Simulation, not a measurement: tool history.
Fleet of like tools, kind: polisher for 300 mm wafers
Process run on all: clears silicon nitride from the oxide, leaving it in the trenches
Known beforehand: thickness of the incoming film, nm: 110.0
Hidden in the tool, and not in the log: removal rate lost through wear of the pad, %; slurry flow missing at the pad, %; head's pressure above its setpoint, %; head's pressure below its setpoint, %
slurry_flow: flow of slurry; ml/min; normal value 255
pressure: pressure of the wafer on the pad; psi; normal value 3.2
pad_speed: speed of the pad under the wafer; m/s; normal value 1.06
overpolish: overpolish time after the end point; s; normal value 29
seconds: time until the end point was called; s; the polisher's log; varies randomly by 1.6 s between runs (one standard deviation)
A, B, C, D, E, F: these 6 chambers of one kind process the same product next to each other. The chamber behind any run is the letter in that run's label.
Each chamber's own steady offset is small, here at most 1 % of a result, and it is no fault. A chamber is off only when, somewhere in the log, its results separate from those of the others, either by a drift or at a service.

run	day	slurry_flow	pressure	pad_speed	overpolish	wafers polished on this pad	hours since the slurry nozzle was cleaned	hours since the head pressure was calibrated	seconds
# day 0.425: chamber E: worn pad replaced by a new one
1E	0.467	255	3.2	1.06	29	8	282.9	610.7	83.981
2B	1.079	255	3.2	1.06	29	1303	102.3	803.2	82.031
# day 1.371: chamber C: worn pad replaced by a new one
3A	1.417	255	3.2	1.06	29	786	535.8	722.5	82.678
4F	1.733	255	3.2	1.06	29	867	61.9	183.0	83.507
# day 1.942: chamber B: worn pad replaced by a new one
5D	2.029	255	3.2	1.06	29	782	413.2	450.5	81.026
6C	2.338	255	3.2	1.06	29	182	370.7	696.7	83.473
7A	2.783	255	2.3	1.06	29	1044	568.6	755.3	116.220
8D	3.371	255	2.3	1.06	29	1036	445.4	482.7	110.030
9F	3.967	255	2.3	1.06	29	1289	115.5	236.6	112.830
# day 4.092: chamber E: worn pad replaced by a new one
10C	4.346	255	2.3	1.06	29	562	418.9	744.9	117.250
# day 4.388: chamber D: worn pad replaced by a new one
# day 4.483: chamber F: worn pad replaced by a new one
11E	4.833	255	2.3	1.06	29	140	387.7	715.5	111.760
# day 4.871: chamber A: worn pad replaced by a new one
12B	5.312	255	2.3	1.06	29	637	203.9	904.8	116.100
13B	5.650	255	3.2	1.06	29	701	212.0	912.9	85.549
14D	5.962	255	3.8	1.06	29	298	507.6	544.9	69.018
15A	6.596	255	3.8	1.06	29	326	660.1	846.8	70.690
# day 7.167: chamber C: worn pad replaced by a new one
16C	7.167	255	3.8	1.06	29	0	486.6	812.6	69.038
# day 7.492: chamber E: worn pad replaced by a new one
17E	7.817	255	3.8	1.06	29	61	459.3	787.1	70.447
# day 8.158: chamber F: head pressure recalibrated
# day 8.292: chamber B: worn pad replaced by a new one
# day 8.354: chamber D: slurry nozzle cleaned
18F	8.388	255	3.8	1.06	29	738	221.6	5.6	68.402
19C	8.733	255	3.8	1.06	29	296	524.2	850.2	73.865
20A	9.175	255	3.2	1.06	29	814	722.0	908.7	81.844
21B	9.492	255	3.2	1.06	29	227	304.2	1005.1	83.272
22E	9.971	255	3.2	1.06	29	468	511.0	838.8	80.957
23F	10.300	255	3.2	1.06	29	1100	267.5	51.5	82.974
# day 10.696: chamber E: slurry nozzle cleaned
# day 10.862: chamber E: worn pad replaced by a new one
24D	10.933	255	3.2	1.06	29	1237	61.9	664.2	86.268
# day 11.238: chamber F: worn pad replaced by a new one
25F	11.388	255	3.2	1.06	29	28	293.6	77.6	83.425
# day 11.642: chamber D: worn pad replaced by a new one
# day 11.733: chamber E: head pressure recalibrated
26E	11.733	255	3.2	1.06	29	164	25.0	0.1	83.142
# day 12.146: chamber C: worn pad replaced by a new one
27D	12.350	255	3.7	1.06	36	134	95.9	698.2	69.513
# day 12.588: chamber A: worn pad replaced by a new one
28B	12.721	255	3.7	1.06	36	837	381.7	1082.6	72.211
29C	13.021	255	3.7	1.06	36	165	627.1	953.1	72.671
30A	13.479	255	3.7	1.06	36	168	825.3	1012.0	73.310
31B	13.888	255	3.7	1.06	36	1058	409.7	1110.6	69.948
32F	14.475	255	3.7	1.06	36	612	367.7	151.7	72.501
# day 14.750: chamber A: slurry nozzle cleaned
# day 14.900: chamber E: worn pad replaced by a new one
33C	14.912	255	3.2	1.06	29	523	672.5	998.5	83.792
34A	15.483	255	3.2	1.06	29	547	17.6	1060.1	82.907
# day 16.050: chamber B: worn pad replaced by a new one
35E	16.054	255	3.2	1.06	29	218	128.7	103.8	83.362
36D	16.604	255	3.2	1.06	29	938	198.0	800.3	82.336
37B	16.950	255	4.2	1.22	29	170	483.2	1184.1	53.652

For the next run the whole fleet of 6 chambers uses the same settings. Give each chamber's results:
38A	17.429	255	3.2	1.32	29				?
38B	17.429	255	3.2	1.32	29				?
38C	17.429	255	3.2	1.32	29				?
38D	17.429	255	3.2	1.32	29				?
38E	17.429	255	3.2	1.32	29				?
38F	17.429	255	3.2	1.32	29				?

run	seconds
38A	64.106
38B	68.863
38C	69.424
38D	63.417
38E	68.245
38F	69.372
